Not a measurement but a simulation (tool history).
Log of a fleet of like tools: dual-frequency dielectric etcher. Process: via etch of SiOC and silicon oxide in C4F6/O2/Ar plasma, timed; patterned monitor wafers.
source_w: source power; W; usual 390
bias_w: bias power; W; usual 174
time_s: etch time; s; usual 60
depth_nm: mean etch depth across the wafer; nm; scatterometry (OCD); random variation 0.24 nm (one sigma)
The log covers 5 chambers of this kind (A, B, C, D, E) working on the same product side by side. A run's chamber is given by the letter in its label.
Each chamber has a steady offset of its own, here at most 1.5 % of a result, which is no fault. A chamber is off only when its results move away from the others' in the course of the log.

run   hour  source_w  bias_w  time_s  read-back reference wafer on the same gauge, depth_nm  depth_nm
 1C    3.6       390     174      60                                                 62.808    66.846
 2E    7.8       390     174      60                                                 62.808     66.98
 3A   10.4       390     174      60                                                  62.82    66.693
 4B   14.5       390     174      60                                                  62.81    66.016
 5D   17.1       390     174      60                                                 62.788    67.388
 6C   20.9       390     174      60                                                  62.82    66.843
 7A   25.6       390     174      60                                                 62.791    66.306
 8B     28       390     174      60                                                 62.817    66.581
 9D   32.3       390     143      60                                                 62.838    63.076
10E   37.1       390     143      60                                                 62.775    62.563
11B   40.1       390     143      60                                                 62.819    61.865
12E   45.2       390     143      60                                                 62.801    62.606
13C   47.9       390     143      60                                                 62.825    63.131
        50  -- chamber D: wet clean of the chamber
14A   50.7       390     174      60                                                 62.769    66.498
15D   53.5       330     149      60                                                 62.855    58.444
16B   58.8       330     149      60                                                 62.736    58.967
17C   62.4       330     149      60                                                 62.819    59.746
18A   65.5       330     149      60                                                 62.773    59.281
19E   70.6       330     149      60                                                 62.818    59.534
20D     73       390     174      60                                                 62.789    65.568
21E     77       390     174      60                                                 62.795      66.4
22B   79.7       390     174      60                                                 62.835    66.045
23D   82.6       390     174      60                                                 62.754    65.086
24A   85.7       390     137      60                                                 62.798    61.616
25C   89.5       390     137      60                                                 62.812    62.275
26C   93.4       390     137      60                                                 62.793    61.689
27E   97.7       390     137      60                                                 62.758    61.772
28A  102.2       390     137      60                                                 62.831      61.3
29B  105.8       390     174      60                                                 62.807    66.089
30D  109.8       390     174      60                                                 62.779    65.299
31C  112.4       390     174      60                                                 62.787    66.937
32B  117.4       390     174      60                                                 62.826    66.356
33E  121.3       390     174      60                                                 62.768    66.887
34D  125.9       390     174      60                                                  62.82    65.182

Is one chamber off against the others, does the gauge drift, or is nothing wrong? If a chamber is off, say which, and what the likeliest cause is.

Chamber D has stood off from the others ever since a service on it.
Likeliest cause: etch rate under this chamber's usual, % = 3.23.

Here are 4 candidates for chamber D's next run, each the usual settings with a change, their results left as question marks. Which one brings its results back in line with what the others give on the usual settings?
In line here means within this much of the mean the other chambers give on the usual settings: depth_nm 0.84 nm
35D-1  129.8       390     175      61                                                                ?
35D-2  129.8       390     176    62.5                                                                ?
35D-3  129.8       360     165      60                                                                ?
35D-4  129.8       390     173      59                                                                ?

Other chambers, usual settings, mean: depth_nm 66.501 nm
  run  depth_nm
35D-1    66.166
35D-2    67.915
35D-3    61.923
35D-4    63.765
It is 35D-1 that realigns the chamber with its peers.
